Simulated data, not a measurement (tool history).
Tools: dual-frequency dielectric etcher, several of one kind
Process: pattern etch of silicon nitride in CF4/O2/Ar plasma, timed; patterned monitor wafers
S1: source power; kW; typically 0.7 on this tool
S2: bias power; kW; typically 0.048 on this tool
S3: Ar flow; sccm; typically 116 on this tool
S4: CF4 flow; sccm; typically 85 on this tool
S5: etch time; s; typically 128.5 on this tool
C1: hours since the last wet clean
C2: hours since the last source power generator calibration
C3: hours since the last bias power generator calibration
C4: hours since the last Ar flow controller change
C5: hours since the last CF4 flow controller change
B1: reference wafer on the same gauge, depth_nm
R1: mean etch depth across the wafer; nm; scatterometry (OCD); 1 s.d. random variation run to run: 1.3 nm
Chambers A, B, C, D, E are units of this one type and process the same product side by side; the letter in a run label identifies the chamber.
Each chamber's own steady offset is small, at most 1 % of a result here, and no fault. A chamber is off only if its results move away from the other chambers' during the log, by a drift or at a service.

Run 1E, hour 4.1: usual settings; C1 37.7; C2 934.9; C3 1619; C4 4681; C5 2515.3; B1 352.16. Result: R1 308.7 nm.
Run 2C, hour 8.5: usual settings; C1 227.1; C2 168.3; C3 3374; C4 1008.2; C5 467.1; B1 352.3. Result: R1 311.62 nm.
Run 3D, hour 12.1: usual settings; C1 317.1; C2 544.6; C3 1413.7; C4 1111.9; C5 509.6; B1 351.87. Result: R1 307.55 nm.
Run 4A, hour 18.1: usual settings; C1 221.8; C2 423.6; C3 479.2; C4 2038.7; C5 1442.6; B1 351.64. Result: R1 312.84 nm.
Run 5B, hour 23: usual settings; C1 245.9; C2 3513.7; C3 2484.4; C4 934.3; C5 2226.9; B1 351.83. Result: R1 309.31 nm.
Run 6E, hour 27.2: usual settings; C1 60.8; C2 958; C3 1642.1; C4 4704.1; C5 2538.4; B1 351.83. Result: R1 306.3 nm.
Run 7C, hour 31: usual settings; C1 249.6; C2 190.8; C3 3396.5; C4 1030.7; C5 489.6; B1 352.07. Result: R1 308.99 nm.
Run 8B, hour 36.7: usual settings; C1 259.6; C2 3527.4; C3 2498.1; C4 948; C5 2240.6; B1 352.24. Result: R1 308.78 nm.
Run 9A, hour 40.6: usual settings; C1 244.3; C2 446.1; C3 501.7; C4 2061.2; C5 1465.1; B1 351.88. Result: R1 311.78 nm.
Run 10D, hour 47.3: usual settings; C1 352.3; C2 579.8; C3 1448.9; C4 1147.1; C5 544.8; B1 352.39. Result: R1 308.44 nm.
At hour 52: chamber D: wet clean of the chamber.
Run 11D, hour 53.1: usual settings; C1 1.1; C2 585.6; C3 1454.7; C4 1152.9; C5 550.6; B1 352.05. Result: R1 310.83 nm.
Run 12C, hour 60.8: usual settings; C1 279.4; C2 220.6; C3 3426.3; C4 1060.5; C5 519.4; B1 352.41. Result: R1 309.6 nm.
Run 13B, hour 65.1: usual settings; C1 288; C2 3555.8; C3 2526.5; C4 976.4; C5 2269; B1 352.01. Result: R1 307.27 nm.
Run 14A, hour 70.2: usual settings; C1 273.9; C2 475.7; C3 531.3; C4 2090.8; C5 1494.7; B1 352.27. Result: R1 313.28 nm.
Run 15E, hour 77.2: usual settings but S5 163 s; C1 110.8; C2 1008; C3 1692.1; C4 4754.1; C5 2588.4; B1 351.72. Result: R1 391.58 nm.
Run 16C, hour 83.4: usual settings but S5 163 s; C1 302; C2 243.2; C3 3448.9; C4 1083.1; C5 542; B1 352.26. Result: R1 394.78 nm.
Run 17A, hour 88.4: usual settings but S5 163 s; C1 292.1; C2 493.9; C3 549.5; C4 2109; C5 1512.9; B1 351.52. Result: R1 396.07 nm.
Run 18E, hour 93.2: usual settings but S5 163 s; C1 126.8; C2 1024; C3 1708.1; C4 4770.1; C5 2604.4; B1 351.99. Result: R1 389.24 nm.
Run 19D, hour 100.9: usual settings but S5 163 s; C1 48.9; C2 633.4; C3 1502.5; C4 1200.7; C5 598.4; B1 351.81. Result: R1 392.82 nm.
Run 20B, hour 104.8: usual settings; C1 327.7; C2 3595.5; C3 2566.2; C4 1016.1; C5 2308.7; B1 351.98. Result: R1 307.39 nm.
At hour 107.4: chamber B: source power generator calibrated.
Run 21A, hour 110.9: usual settings but S2 0.052 kW; C1 314.6; C2 516.4; C3 572; C4 2131.5; C5 1535.4; B1 352.01. Result: R1 320.15 nm.
Run 22E, hour 117: usual settings but S2 0.052 kW; C1 150.6; C2 1047.8; C3 1731.9; C4 4793.9; C5 2628.2; B1 352.22. Result: R1 317.5 nm.
Run 23D, hour 125.3: usual settings but S2 0.052 kW; C1 73.3; C2 657.8; C3 1526.9; C4 1225.1; C5 622.8; B1 352.17. Result: R1 319.47 nm.
Run 24C, hour 130.4: usual settings but S2 0.052 kW; C1 349; C2 290.2; C3 3495.9; C4 1130.1; C5 589; B1 352.29. Result: R1 318.85 nm.
Run 25B, hour 135.5: usual settings but S2 0.052 kW; C1 358.4; C2 28.1; C3 2596.9; C4 1046.8; C5 2339.4; B1 352.5. Result: R1 329.98 nm.
Run 26A, hour 139.5: usual settings; C1 343.2; C2 545; C3 600.6; C4 2160.1; C5 1564; B1 352.04. Result: R1 309.85 nm.
Run 27E, hour 143.1: usual settings; C1 176.7; C2 1073.9; C3 1758; C4 4820; C5 2654.3; B1 352.45. Result: R1 310.38 nm.
Run 28B, hour 147.8: usual settings; C1 370.7; C2 40.4; C3 2609.2; C4 1059.1; C5 2351.7; B1 351.58. Result: R1 321.33 nm.
Run 29D, hour 152.3: usual settings; C1 100.3; C2 684.8; C3 1553.9; C4 1252.1; C5 649.8; B1 351.96. Result: R1 306.78 nm.
Run 30C, hour 156.1: usual settings; C1 374.7; C2 315.9; C3 3521.6; C4 1155.8; C5 614.7; B1 351.96. Result: R1 310.36 nm.
Run 31A, hour 162.7: usual settings; C1 366.4; C2 568.2; C3 623.8; C4 2183.3; C5 1587.2; B1 352.09. Result: R1 309.54 nm.
Run 32B, hour 167.3: usual settings; C1 390.2; C2 59.9; C3 2628.7; C4 1078.6; C5 2371.2; B1 351.72. Result: R1 321.11 nm.
Run 33E, hour 171.7: usual settings; C1 205.3; C2 1102.5; C3 1786.6; C4 4848.6; C5 2682.9; B1 352.26. Result: R1 307.73 nm.
Run 34D, hour 178.3: usual settings; C1 126.3; C2 710.8; C3 1579.9; C4 1278.1; C5 675.8; B1 352.61. Result: R1 308.58 nm.
Run 35C, hour 186: usual settings; C1 404.6; C2 345.8; C3 3551.5; C4 1185.7; C5 644.6; B1 352.19. Result: R1 307.89 nm.
At hour 189.6: chamber A: Ar flow controller replaced.
Run 36E, hour 189.8: usual settings; C1 223.4; C2 1120.6; C3 1804.7; C4 4866.7; C5 2701; B1 351.95. Result: R1 308.72 nm.
Run 37A, hour 197.1: usual settings; C1 400.8; C2 602.6; C3 658.2; C4 7.6; C5 1621.6; B1 352.16. Result: R1 311.41 nm.
Run 38B, hour 204.5: usual settings but S2 0.056 kW; C1 427.4; C2 97.1; C3 2665.9; C4 1115.8; C5 2408.4; B1 351.92. Result: R1 340.42 nm.
Run 39C, hour 208.1: usual settings but S2 0.056 kW; C1 426.7; C2 367.9; C3 3573.6; C4 1207.8; C5 666.7; B1 351.82. Result: R1 328.88 nm.

Next, all 5 chambers run the settings below, one line each with question marks for the results. What does each chamber give?
Run 40A, hour 214: usual settings. Result: R1 ?.
Run 40B, hour 214: usual settings. Result: R1 ?.
Run 40C, hour 214: usual settings. Result: R1 ?.
Run 40D, hour 214: usual settings. Result: R1 ?.
Run 40E, hour 214: usual settings. Result: R1 ?.

run      R1
40A  312.66
40B  320.83
40C  310.26
40D  309.36
40E  308.87
